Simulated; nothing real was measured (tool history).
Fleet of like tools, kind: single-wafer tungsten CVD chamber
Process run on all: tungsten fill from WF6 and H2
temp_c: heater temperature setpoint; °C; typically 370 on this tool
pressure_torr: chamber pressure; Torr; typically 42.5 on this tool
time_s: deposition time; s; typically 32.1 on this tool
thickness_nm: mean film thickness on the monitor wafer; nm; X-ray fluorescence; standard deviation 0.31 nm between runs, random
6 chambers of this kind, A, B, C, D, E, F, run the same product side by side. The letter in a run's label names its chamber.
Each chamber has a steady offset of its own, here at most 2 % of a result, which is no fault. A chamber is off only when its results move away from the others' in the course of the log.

run    day  temp_c  pressure_torr  time_s  hours since the last thermocouple change  hours since the last manometer calibration  read-back reference wafer on the same gauge, thickness_nm  thickness_nm
 1D  0.162     370           42.5    32.1                                     206.0                                      1654.7                                                     58.075        61.158
 2A  0.367     370           42.5    32.1                                    1782.6                                       560.7                                                     58.088        60.996
 3F  0.496     370           42.5    32.1                                      96.7                                      1275.7                                                     58.012        61.012
 4E  0.604     370           42.5    32.1                                    1702.1                                        26.2                                                     58.138        60.665
 5C  0.783     370           42.5    32.1                                     403.1                                        55.6                                                     58.058        60.694
 6B  0.975     370           42.5    32.1                                     985.6                                      1880.3                                                     58.124        60.129
 7F  1.192     370           42.5    32.1                                     113.4                                      1292.4                                                     58.159        60.880
 8D  1.329     370           42.5    32.1                                     234.0                                      1682.7                                                     58.164        61.037
 9B  1.538     370           49.2    32.1                                     999.1                                      1893.8                                                     58.010        63.358
     1.571  -- chamber B: thermocouple changed; heater temperature recalibrated
10A  1.671     370           49.2    32.1                                    1813.9                                       592.0                                                     58.142        65.111
11C  1.788     370           49.2    32.1                                     427.2                                        79.7                                                     58.114        66.164
12E  1.929     370           49.2    32.1                                    1733.9                                        58.0                                                     58.031        64.283
13B  2.150     370           49.2    32.1                                      13.9                                      1908.5                                                     58.068        63.399
14E  2.317     370           49.2    32.1                                    1743.2                                        67.3                                                     58.134        64.708
15F  2.521     370           42.5    32.1                                     145.3                                      1324.3                                                     58.078        60.548
16C  2.696     370           45.9    37.2                                     449.0                                       101.5                                                     58.127        74.606
17D  2.879     370           45.9    37.2                                     271.2                                      1719.9                                                     58.089        73.482
18A  3.054     370           45.9    37.2                                    1847.1                                       625.2                                                     58.001        72.909
19E  3.162     370           45.9    37.2                                    1763.5                                        87.6                                                     58.106        72.546
20F  3.375     370           45.9    37.2                                     165.8                                      1344.8                                                     58.089        72.430
21A  3.517     370           45.9    37.2                                    1858.2                                       636.3                                                     58.154        73.515
     3.542  -- chamber A: thermocouple changed; heater temperature recalibrated
22B  3.692     370           42.5    36.8                                      50.9                                      1945.5                                                     58.111        68.301
23C  3.896     370           42.5    36.8                                     477.8                                       130.3                                                     58.023        70.793
24D  4.012     370           42.5    36.8                                     298.4                                      1747.1                                                     58.055        70.019
25E  4.183     370           42.5    36.8                                    1788.0                                       112.1                                                     58.045        69.152
26B  4.333     370           42.5    36.8                                      66.3                                      1960.9                                                     58.106        67.875
27D  4.508     370           42.5    36.8                                     310.3                                      1759.0                                                     58.086        69.957
28F  4.667     370           42.5    32.1                                     196.8                                      1375.8                                                     58.073        60.451
29A  4.842     370           42.5    32.1                                      31.2                                       668.1                                                     58.106        57.195
30C  5.058     370           42.5    32.1                                     505.7                                       158.2                                                     58.031        61.290
31D  5.275     383           42.5    28.3                                     328.7                                      1777.4                                                     58.074        69.938
     5.408  -- chamber B: capacitance manometer re-zeroed and calibrated
32B  5.425     383           42.5    28.3                                      92.5                                         0.5                                                     58.170        68.543
33A  5.633     383           42.5    28.3                                      50.2                                       687.1                                                     58.058        67.019
34F  5.846     383           42.5    28.3                                     225.1                                      1404.1                                                     58.118        70.250
35C  5.992     383           42.5    28.3                                     528.1                                       180.6                                                     58.081        70.744
36E  6.154     383           42.5    28.3                                    1835.3                                       159.4                                                     58.077        69.899
37C  6.354     370           42.5    32.1                                     536.8                                       189.3                                                     58.030        61.209
38F  6.546     370           42.5    32.1                                     241.9                                      1420.9                                                     58.117        60.691

Does one chamber stand apart from the rest, does the shared gauge drift, or is all well apart from small per-chamber offsets? Give the chamber and the most likely cause, where there is one.

Chamber A has stood off from the others ever since a service on it.
What lies behind it: wafer temperature below the value expected at the setpoint (K) = 2.48.

Chamber A could run next with any of the 4 candidate recipes listed below; each alters the usual settings, and their results appear as question marks. Which one brings its results back in line with what the other chambers deliver on the usual settings?
In line means no further than this from the other chambers' mean on the usual settings: thickness_nm 1.100 nm
39A-1  6.704     368           42.0    32.1                                                                                                                                                              ?
39A-2  6.704     370           43.6    33.3                                                                                                                                                              ?
39A-3  6.704     371           42.5    32.1                                                                                                                                                              ?
39A-4  6.704     370           42.1    31.7                                                                                                                                                              ?

Usual-settings mean across the other chambers: thickness_nm 60.538 nm
  run  thickness_nm
39A-1        54.583
39A-2        60.134
39A-3        58.541
39A-4        56.339
The answer is 39A-2, which returns the chamber to within the allowed miss of the others.
